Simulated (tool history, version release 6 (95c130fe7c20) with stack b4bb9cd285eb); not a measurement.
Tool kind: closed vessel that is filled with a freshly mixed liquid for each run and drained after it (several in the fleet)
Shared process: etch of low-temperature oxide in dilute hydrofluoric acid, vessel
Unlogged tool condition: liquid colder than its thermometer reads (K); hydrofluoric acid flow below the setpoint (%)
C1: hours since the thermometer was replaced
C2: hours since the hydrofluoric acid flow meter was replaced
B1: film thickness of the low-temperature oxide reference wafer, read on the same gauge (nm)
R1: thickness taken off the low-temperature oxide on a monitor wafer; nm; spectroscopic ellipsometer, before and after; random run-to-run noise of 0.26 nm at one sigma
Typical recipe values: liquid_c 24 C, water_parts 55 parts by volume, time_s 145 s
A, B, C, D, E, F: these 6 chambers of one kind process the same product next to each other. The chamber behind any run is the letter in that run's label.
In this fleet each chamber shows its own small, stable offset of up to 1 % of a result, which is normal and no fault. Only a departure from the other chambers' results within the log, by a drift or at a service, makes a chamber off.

Run 1E, hour 3.4: usual settings; C1 789.9; C2 695.1; B1 80.062. Result: R1 39.954 nm.
Run 2C, hour 5.8: usual settings; C1 204.8; C2 443.2; B1 80.061. Result: R1 40.745 nm.
Run 3F, hour 8.0: usual settings; C1 410.8; C2 1468.3; B1 80.003. Result: R1 40.122 nm.
Run 4D, hour 10.0: usual settings; C1 612.3; C2 204.1; B1 79.982. Result: R1 40.744 nm.
Run 5B, hour 13.4: usual settings; C1 2632.4; C2 444.1; B1 79.998. Result: R1 39.737 nm.
Run 6A, hour 17.8: usual settings but liquid_c 26 C; C1 144.7; C2 107.8; B1 80.040. Result: R1 43.199 nm.
Run 7E, hour 20.8: usual settings but liquid_c 26 C; C1 807.3; C2 712.5; B1 79.975. Result: R1 43.236 nm.
Run 8A, hour 24.9: usual settings but liquid_c 26 C; C1 151.8; C2 114.9; B1 79.982. Result: R1 43.758 nm.
Run 9C, hour 29.2: usual settings but liquid_c 26 C; C1 228.2; C2 466.6; B1 79.997. Result: R1 43.420 nm.
Run 10F, hour 31.3: usual settings but liquid_c 26 C; C1 434.1; C2 1491.6; B1 80.013. Result: R1 43.294 nm.
Run 11D, hour 33.8: usual settings but liquid_c 26 C; C1 636.1; C2 227.9; B1 79.961. Result: R1 44.241 nm.
Run 12B, hour 37.8: usual settings; C1 2656.8; C2 468.5; B1 79.943. Result: R1 39.806 nm.
Run 13D, hour 42.1: usual settings but liquid_c 20 C, time_s 225 s; C1 644.4; C2 236.2; B1 80.029. Result: R1 53.336 nm.
Run 14C, hour 45.8: usual settings but liquid_c 20 C, time_s 225 s; C1 244.8; C2 483.2; B1 79.984. Result: R1 52.944 nm.
Run 15B, hour 49.9: usual settings but liquid_c 20 C, time_s 225 s; C1 2668.9; C2 480.6; B1 79.973. Result: R1 51.734 nm.
Run 16A, hour 52.9: usual settings but liquid_c 20 C, time_s 225 s; C1 179.8; C2 142.9; B1 79.916. Result: R1 52.339 nm.
Run 17E, hour 57.0: usual settings but liquid_c 20 C, time_s 225 s; C1 843.5; C2 748.7; B1 80.003. Result: R1 52.708 nm.
Run 18F, hour 60.1: usual settings but liquid_c 20 C, time_s 225 s; C1 462.9; C2 1520.4; B1 80.032. Result: R1 52.917 nm.
Run 19E, hour 62.0: usual settings; C1 848.5; C2 753.7; B1 79.975. Result: R1 39.552 nm.
Run 20F, hour 65.2: usual settings; C1 468.0; C2 1525.5; B1 80.040. Result: R1 39.982 nm.
Run 21B, hour 68.0: usual settings; C1 2687.0; C2 498.7; B1 80.002. Result: R1 39.672 nm.
Run 22C, hour 72.0: usual settings; C1 271.0; C2 509.4; B1 80.004. Result: R1 40.199 nm.
Run 23A, hour 75.3: usual settings; C1 202.2; C2 165.3; B1 79.960. Result: R1 40.319 nm.
Run 24D, hour 78.9: usual settings; C1 681.2; C2 273.0; B1 80.040. Result: R1 40.591 nm.
Run 25B, hour 81.0: usual settings; C1 2700.0; C2 511.7; B1 79.998. Result: R1 39.816 nm.
Run 26F, hour 85.1: usual settings; C1 487.9; C2 1545.4; B1 80.023. Result: R1 39.996 nm.
Run 27C, hour 87.8: usual settings; C1 286.8; C2 525.2; B1 80.047. Result: R1 40.209 nm.
Run 28D, hour 90.3: usual settings; C1 692.6; C2 284.4; B1 80.015. Result: R1 40.237 nm.
Run 29A, hour 92.6: usual settings; C1 219.5; C2 182.6; B1 80.077. Result: R1 40.213 nm.
Run 30E, hour 96.1: usual settings; C1 882.6; C2 787.8; B1 80.006. Result: R1 39.215 nm.
Run 31E, hour 99.8: usual settings; C1 886.3; C2 791.5; B1 79.978. Result: R1 38.873 nm.
Run 32C, hour 102.1: usual settings; C1 301.1; C2 539.5; B1 79.997. Result: R1 39.820 nm.
Run 33F, hour 104.3: usual settings; C1 507.1; C2 1564.6; B1 80.030. Result: R1 39.854 nm.
Run 34D, hour 108.0: usual settings; C1 710.3; C2 302.1; B1 79.994. Result: R1 40.185 nm.
Run 35B, hour 110.4: usual settings; C1 2729.4; C2 541.1; B1 80.003. Result: R1 39.912 nm.
Run 36A, hour 112.6: usual settings; C1 239.5; C2 202.6; B1 79.985. Result: R1 39.959 nm.
Run 37A, hour 116.3: usual settings; C1 243.2; C2 206.3; B1 80.040. Result: R1 39.804 nm.
Run 38F, hour 120.0: usual settings; C1 522.8; C2 1580.3; B1 80.021. Result: R1 40.219 nm.
Run 39E, hour 123.4: usual settings; C1 909.9; C2 815.1; B1 80.043. Result: R1 37.963 nm.
Run 40C, hour 126.4: usual settings; C1 325.4; C2 563.8; B1 79.989. Result: R1 40.687 nm.
Run 41D, hour 128.4: usual settings; C1 730.7; C2 322.5; B1 80.032. Result: R1 41.054 nm.

Read the log: is a single chamber off, either drifting away or since a service, is the gauge that measures every chamber drifting, or is nothing wrong beyond small per-chamber offsets? Name any odd chamber and what most likely caused it.

Little by little, chamber E moves away from the other chambers.
Most likely cause: hydrofluoric acid flow below the setpoint (%) = 4.96.
It could be hard to tell apart here from: liquid colder than its thermometer reads (K).

Here are 4 candidates for chamber E's next run, each the usual settings with a change, their results left as question marks. Which one brings its results back in line with what the others give on the usual settings?
In line here means within this much of the mean the other chambers give on the usual settings: R1 0.900 nm
Run 42E-1, hour 131.6: usual settings but liquid_c 25.5 C. Result: R1 ?.
Run 42E-2, hour 131.6: usual settings but liquid_c 21.5 C. Result: R1 ?.
Run 42E-3, hour 131.6: usual settings but liquid_c 22.5 C. Result: R1 ?.
Run 42E-4, hour 131.6: usual settings but liquid_c 26.5 C. Result: R1 ?.

What the other chambers average on the usual settings: R1 40.149 nm
  run      R1
42E-1  40.451
42E-2  34.395
42E-3  35.839
42E-4  42.096
42E-1 brings the chamber back in line.

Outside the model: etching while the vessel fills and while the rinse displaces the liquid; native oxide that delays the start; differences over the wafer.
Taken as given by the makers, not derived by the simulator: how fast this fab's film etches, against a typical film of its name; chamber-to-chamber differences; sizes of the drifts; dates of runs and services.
